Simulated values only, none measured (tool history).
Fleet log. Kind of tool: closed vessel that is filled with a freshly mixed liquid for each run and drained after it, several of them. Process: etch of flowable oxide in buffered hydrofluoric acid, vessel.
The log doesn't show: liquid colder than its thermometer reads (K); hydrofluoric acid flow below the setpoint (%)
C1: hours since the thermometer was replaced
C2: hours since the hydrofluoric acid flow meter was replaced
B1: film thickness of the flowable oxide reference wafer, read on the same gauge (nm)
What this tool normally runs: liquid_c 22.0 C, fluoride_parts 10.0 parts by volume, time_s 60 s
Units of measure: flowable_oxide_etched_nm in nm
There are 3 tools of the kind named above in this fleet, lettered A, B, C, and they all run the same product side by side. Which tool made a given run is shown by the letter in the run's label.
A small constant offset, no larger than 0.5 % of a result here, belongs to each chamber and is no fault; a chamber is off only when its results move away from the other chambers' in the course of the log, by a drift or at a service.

{"run": "1C", "hour": 9.8, "liquid_c": 22.0, "fluoride_parts": 10.0, "time_s": 60, "C1": 2520.9, "C2": 1503.4, "B1": 70.026, "flowable_oxide_etched_nm": 112.7}
{"run": "2A", "hour": 17.8, "liquid_c": 22.0, "fluoride_parts": 10.0, "time_s": 60, "C1": 1004.2, "C2": 861.9, "B1": 69.983, "flowable_oxide_etched_nm": 111.56}
{"run": "3B", "hour": 22.9, "liquid_c": 22.0, "fluoride_parts": 10.0, "time_s": 60, "C1": 213.2, "C2": 180.1, "B1": 70.007, "flowable_oxide_etched_nm": 112.63}
{"run": "4C", "hour": 29.2, "liquid_c": 22.0, "fluoride_parts": 10.0, "time_s": 60, "C1": 2540.3, "C2": 1522.8, "B1": 70.019, "flowable_oxide_etched_nm": 112.96}
{"run": "5B", "hour": 35.7, "liquid_c": 22.0, "fluoride_parts": 10.0, "time_s": 60, "C1": 226.0, "C2": 192.9, "B1": 69.999, "flowable_oxide_etched_nm": 113.27}
{"hour": 40.5, "done": "chamber C: thermometer replaced"}
{"run": "6A", "hour": 43.2, "liquid_c": 22.0, "fluoride_parts": 10.0, "time_s": 60, "C1": 1029.6, "C2": 887.3, "B1": 70.016, "flowable_oxide_etched_nm": 113.62}
{"run": "7C", "hour": 52.3, "liquid_c": 26.5, "fluoride_parts": 10.0, "time_s": 60, "C1": 11.8, "C2": 1545.9, "B1": 69.989, "flowable_oxide_etched_nm": 142.73}
{"run": "8B", "hour": 58.8, "liquid_c": 26.5, "fluoride_parts": 10.0, "time_s": 60, "C1": 249.1, "C2": 216.0, "B1": 70.022, "flowable_oxide_etched_nm": 145.51}
{"run": "9A", "hour": 67.7, "liquid_c": 26.5, "fluoride_parts": 10.0, "time_s": 60, "C1": 1054.1, "C2": 911.8, "B1": 69.99, "flowable_oxide_etched_nm": 145.25}
{"run": "10A", "hour": 78.1, "liquid_c": 22.0, "fluoride_parts": 10.0, "time_s": 60, "C1": 1064.5, "C2": 922.2, "B1": 70.044, "flowable_oxide_etched_nm": 113.01}
{"run": "11B", "hour": 89.4, "liquid_c": 22.0, "fluoride_parts": 10.0, "time_s": 60, "C1": 279.7, "C2": 246.6, "B1": 70.027, "flowable_oxide_etched_nm": 113.02}
{"run": "12C", "hour": 98.9, "liquid_c": 22.0, "fluoride_parts": 10.0, "time_s": 60, "C1": 58.4, "C2": 1592.5, "B1": 69.997, "flowable_oxide_etched_nm": 113.08}
{"run": "13B", "hour": 104.4, "liquid_c": 22.0, "fluoride_parts": 10.0, "time_s": 60, "C1": 294.7, "C2": 261.6, "B1": 70.036, "flowable_oxide_etched_nm": 114.08}
{"run": "14C", "hour": 110.2, "liquid_c": 22.0, "fluoride_parts": 11.5, "time_s": 60, "C1": 69.7, "C2": 1603.8, "B1": 70.0, "flowable_oxide_etched_nm": 98.486}
{"run": "15A", "hour": 121.3, "liquid_c": 22.0, "fluoride_parts": 11.5, "time_s": 60, "C1": 1107.7, "C2": 965.4, "B1": 70.003, "flowable_oxide_etched_nm": 97.927}
{"run": "16A", "hour": 127.3, "liquid_c": 22.0, "fluoride_parts": 11.5, "time_s": 60, "C1": 1113.7, "C2": 971.4, "B1": 69.966, "flowable_oxide_etched_nm": 96.157}
{"run": "17C", "hour": 136.3, "liquid_c": 22.0, "fluoride_parts": 10.0, "time_s": 60, "C1": 95.8, "C2": 1629.9, "B1": 69.976, "flowable_oxide_etched_nm": 115.7}
{"run": "18B", "hour": 143.9, "liquid_c": 22.0, "fluoride_parts": 10.0, "time_s": 60, "C1": 334.2, "C2": 301.1, "B1": 69.996, "flowable_oxide_etched_nm": 110.75}
{"run": "19C", "hour": 153.8, "liquid_c": 26.5, "fluoride_parts": 10.0, "time_s": 45, "C1": 113.3, "C2": 1647.4, "B1": 70.021, "flowable_oxide_etched_nm": 108.82}
{"run": "20B", "hour": 162.2, "liquid_c": 26.5, "fluoride_parts": 10.0, "time_s": 45, "C1": 352.5, "C2": 319.4, "B1": 69.97, "flowable_oxide_etched_nm": 106.65}
{"run": "21A", "hour": 168.9, "liquid_c": 26.5, "fluoride_parts": 10.0, "time_s": 45, "C1": 1155.3, "C2": 1013.0, "B1": 69.976, "flowable_oxide_etched_nm": 108.28}
{"hour": 171.8, "done": "chamber C: hydrofluoric acid flow meter replaced"}
{"run": "22C", "hour": 174.2, "liquid_c": 20.0, "fluoride_parts": 10.0, "time_s": 60, "C1": 133.7, "C2": 2.5, "B1": 70.0, "flowable_oxide_etched_nm": 103.65}
{"run": "23A", "hour": 182.7, "liquid_c": 20.0, "fluoride_parts": 10.0, "time_s": 60, "C1": 1169.1, "C2": 1026.8, "B1": 70.022, "flowable_oxide_etched_nm": 99.723}
{"run": "24B", "hour": 192.7, "liquid_c": 20.0, "fluoride_parts": 10.0, "time_s": 60, "C1": 383.0, "C2": 349.9, "B1": 69.934, "flowable_oxide_etched_nm": 97.267}
{"run": "25A", "hour": 202.1, "liquid_c": 22.0, "fluoride_parts": 10.0, "time_s": 60, "C1": 1188.5, "C2": 1046.2, "B1": 69.979, "flowable_oxide_etched_nm": 112.48}
{"run": "26C", "hour": 211.8, "liquid_c": 22.0, "fluoride_parts": 10.0, "time_s": 60, "C1": 171.3, "C2": 40.1, "B1": 70.028, "flowable_oxide_etched_nm": 113.88}
{"run": "27B", "hour": 223.4, "liquid_c": 22.0, "fluoride_parts": 10.0, "time_s": 60, "C1": 413.7, "C2": 380.6, "B1": 69.961, "flowable_oxide_etched_nm": 106.22}
{"run": "28C", "hour": 233.5, "liquid_c": 22.0, "fluoride_parts": 10.0, "time_s": 60, "C1": 193.0, "C2": 61.8, "B1": 70.005, "flowable_oxide_etched_nm": 113.81}
{"run": "29A", "hour": 240.8, "liquid_c": 22.0, "fluoride_parts": 10.0, "time_s": 60, "C1": 1227.2, "C2": 1084.9, "B1": 69.972, "flowable_oxide_etched_nm": 112.49}
{"run": "30B", "hour": 246.4, "liquid_c": 22.0, "fluoride_parts": 10.0, "time_s": 60, "C1": 436.7, "C2": 403.6, "B1": 70.014, "flowable_oxide_etched_nm": 106.36}
{"run": "31B", "hour": 257.5, "liquid_c": 22.0, "fluoride_parts": 10.0, "time_s": 60, "C1": 447.8, "C2": 414.7, "B1": 69.957, "flowable_oxide_etched_nm": 106.1}
{"run": "32C", "hour": 262.8, "liquid_c": 22.0, "fluoride_parts": 10.0, "time_s": 60, "C1": 222.3, "C2": 91.1, "B1": 69.998, "flowable_oxide_etched_nm": 116.71}
{"run": "33A", "hour": 268.6, "liquid_c": 19.0, "fluoride_parts": 6.5, "time_s": 60, "C1": 1255.0, "C2": 1112.7, "B1": 70.015, "flowable_oxide_etched_nm": 141.01}
{"run": "34B", "hour": 277.7, "liquid_c": 19.0, "fluoride_parts": 6.5, "time_s": 60, "C1": 468.0, "C2": 434.9, "B1": 70.05, "flowable_oxide_etched_nm": 128.35}
{"run": "35C", "hour": 289.5, "liquid_c": 19.0, "fluoride_parts": 6.5, "time_s": 60, "C1": 249.0, "C2": 117.8, "B1": 70.007, "flowable_oxide_etched_nm": 141.09}
{"run": "36A", "hour": 298.3, "liquid_c": 22.0, "fluoride_parts": 10.0, "time_s": 60, "C1": 1284.7, "C2": 1142.4, "B1": 70.006, "flowable_oxide_etched_nm": 112.57}
{"run": "37C", "hour": 308.2, "liquid_c": 22.0, "fluoride_parts": 10.0, "time_s": 60, "C1": 267.7, "C2": 136.5, "B1": 70.002, "flowable_oxide_etched_nm": 112.13}
{"run": "38A", "hour": 316.4, "liquid_c": 22.0, "fluoride_parts": 10.0, "time_s": 60, "C1": 1302.8, "C2": 1160.5, "B1": 69.984, "flowable_oxide_etched_nm": 110.64}
{"run": "39B", "hour": 324.3, "liquid_c": 22.0, "fluoride_parts": 10.0, "time_s": 75, "C1": 514.6, "C2": 481.5, "B1": 70.003, "flowable_oxide_etched_nm": 126.97}

All chambers now run identical settings, listed one chamber a line with results as question marks. What results will each chamber show?
{"run": "40A", "hour": 332.8, "liquid_c": 22.0, "fluoride_parts": 10.0, "time_s": 60, "flowable_oxide_etched_nm": "?"}
{"run": "40B", "hour": 332.8, "liquid_c": 22.0, "fluoride_parts": 10.0, "time_s": 60, "flowable_oxide_etched_nm": "?"}
{"run": "40C", "hour": 332.8, "liquid_c": 22.0, "fluoride_parts": 10.0, "time_s": 60, "flowable_oxide_etched_nm": "?"}

run=40A flowable_oxide_etched_nm=111.710
run=40B flowable_oxide_etched_nm=100.140
run=40C flowable_oxide_etched_nm=114.160
